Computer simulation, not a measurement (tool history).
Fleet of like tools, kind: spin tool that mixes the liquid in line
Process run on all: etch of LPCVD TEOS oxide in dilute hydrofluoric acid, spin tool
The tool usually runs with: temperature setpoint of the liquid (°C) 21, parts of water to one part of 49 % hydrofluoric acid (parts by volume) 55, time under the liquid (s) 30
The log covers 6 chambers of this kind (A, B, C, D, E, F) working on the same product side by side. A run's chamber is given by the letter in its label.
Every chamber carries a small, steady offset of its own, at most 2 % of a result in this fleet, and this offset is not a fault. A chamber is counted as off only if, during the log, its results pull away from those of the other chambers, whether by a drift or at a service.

run   hour  temperature setpoint of the liquid (°C)  parts of water to one part of 49 % hydrofluoric acid (parts by volume)  time under the liquid (s)  read-back film thickness of the LPCVD TEOS oxide reference wafer, read on the same gauge (nm)  thickness taken off the LPCVD TEOS oxide on a monitor wafer (angstrom)
 1C   11.4                                       21                                                                      55                         30                                                                                         150.02                                                                  128.73
 2F   22.2                                       21                                                                      55                         30                                                                                         150.03                                                                  132.98
 3A   32.3                                       21                                                                      55                         30                                                                                         149.99                                                                  130.88
 4B   45.4                                       21                                                                      55                         30                                                                                         149.95                                                                  132.69
      49.6  -- chamber A: hydrofluoric acid flow meter replaced
 5E     56                                       21                                                                      55                         30                                                                                         150.01                                                                  131.44
 6D   65.4                                       21                                                                      55                         30                                                                                         149.99                                                                  130.31
 7B   72.3                                       21                                                                      55                         30                                                                                         150.01                                                                  133.08
      74.4  -- chamber D: hydrofluoric acid flow meter replaced
 8A   83.6                                       21                                                                      55                         30                                                                                         149.99                                                                  130.73
 9F   96.5                                     25.5                                                                      45                         30                                                                                         150.05                                                                  195.68
10D  108.5                                     25.5                                                                      45                         30                                                                                         150.01                                                                  198.25
11C  120.4                                     25.5                                                                      45                         30                                                                                         149.98                                                                  193.83
     126.4  -- chamber B: thermometer replaced
12E  129.7                                     25.5                                                                      45                         30                                                                                         149.99                                                                  198.94
13F  135.9                                     25.5                                                                      45                         30                                                                                         149.99                                                                  193.95
14C  144.4                                     25.5                                                                      45                         30                                                                                         149.98                                                                  192.46
     147.5  -- chamber C: thermometer replaced
     150.7  -- chamber F: hydrofluoric acid flow meter replaced
15E  155.1                                       21                                                                      55                         30                                                                                         150.05                                                                  129.53
16B  165.3                                       21                                                                      45                         50                                                                                         149.99                                                                  274.13
17D  173.1                                       21                                                                      45                         50                                                                                            150                                                                     272
18A  180.9                                       21                                                                      45                         50                                                                                         149.97                                                                  269.73
19E  188.8                                       21                                                                      45                         50                                                                                         150.01                                                                  270.73
20F  198.4                                       21                                                                      45                         50                                                                                         149.96                                                                  272.37
21B  209.9                                       21                                                                      45                         50                                                                                         149.99                                                                  271.45
22C  219.1                                       21                                                                      55                         30                                                                                         149.97                                                                   125.3
23A  232.2                                       21                                                                      25                         15                                                                                         150.01                                                                  149.97
24D  242.5                                       21                                                                      25                         15                                                                                         149.98                                                                  152.42
25B  255.1                                       21                                                                      25                         15                                                                                         150.04                                                                  150.83
     257.1  -- chamber F: thermometer replaced
26D  267.1                                       21                                                                      25                         15                                                                                         149.95                                                                  151.69
27C  278.3                                       21                                                                      25                         15                                                                                            150                                                                   138.1
28E  288.6                                       21                                                                      25                         15                                                                                         150.01                                                                  152.66
29F  296.4                                       21                                                                      55                         30                                                                                         149.97                                                                  132.19
30A  302.8                                       21                                                                      55                         30                                                                                            150                                                                  131.61
31A  311.9                                       21                                                                      55                         30                                                                                         150.06                                                                   132.2
32D  324.2                                       21                                                                      55                         30                                                                                         150.02                                                                  131.17
33E  336.3                                       21                                                                      55                         30                                                                                            150                                                                  128.58
34C    345                                       21                                                                      55                         30                                                                                         150.04                                                                  119.41
35B  351.5                                       21                                                                      55                         30                                                                                         149.98                                                                   131.6
36F  358.7                                       21                                                                      55                         30                                                                                         150.01                                                                  131.23
37B  368.8                                       21                                                                      55                         30                                                                                         149.99                                                                  132.11
38C  380.5                                       21                                                                      55                         30                                                                                         150.02                                                                  116.57

Decide between three cases: one chamber stands off from its peers, the gauge reading all wafers drifts, or nothing is wrong past each chamber's small offset. Where a chamber is off, say which and what most likely put it there.

It is chamber C that slowly wanders off from its peers.
Cause: hydrofluoric acid flow below the setpoint (%) = 8.56.

Below are 4 candidate recipes for chamber C's next run, each the usual settings with a change, their results shown as question marks. Which of them brings C's results back in line with what the other chambers give on the usual settings?
Maximum distance from the other chambers' mean on the usual settings for a result to count as in line: thickness taken off the LPCVD TEOS oxide on a monitor wafer (angstrom) 4
39C-1  389.9                                     21.5                                                                      55                         35                                                                                                                                                                      ?
39C-2  389.9                                       21                                                                      50                         30                                                                                                                                                                      ?
39C-3  389.9                                     18.5                                                                      55                         30                                                                                                                                                                      ?
39C-4  389.9                                       21                                                                      55                         25                                                                                                                                                                      ?

The mean the other chambers reach with the usual settings: thickness taken off the LPCVD TEOS oxide on a monitor wafer (angstrom) 131.32
  run  thickness taken off the LPCVD TEOS oxide on a monitor wafer (angstrom)
39C-1                                                                  140.19
39C-2                                                                   130.2
39C-3                                                                  106.11
39C-4                                                                   98.11
It is 39C-2 that realigns the chamber with its peers.
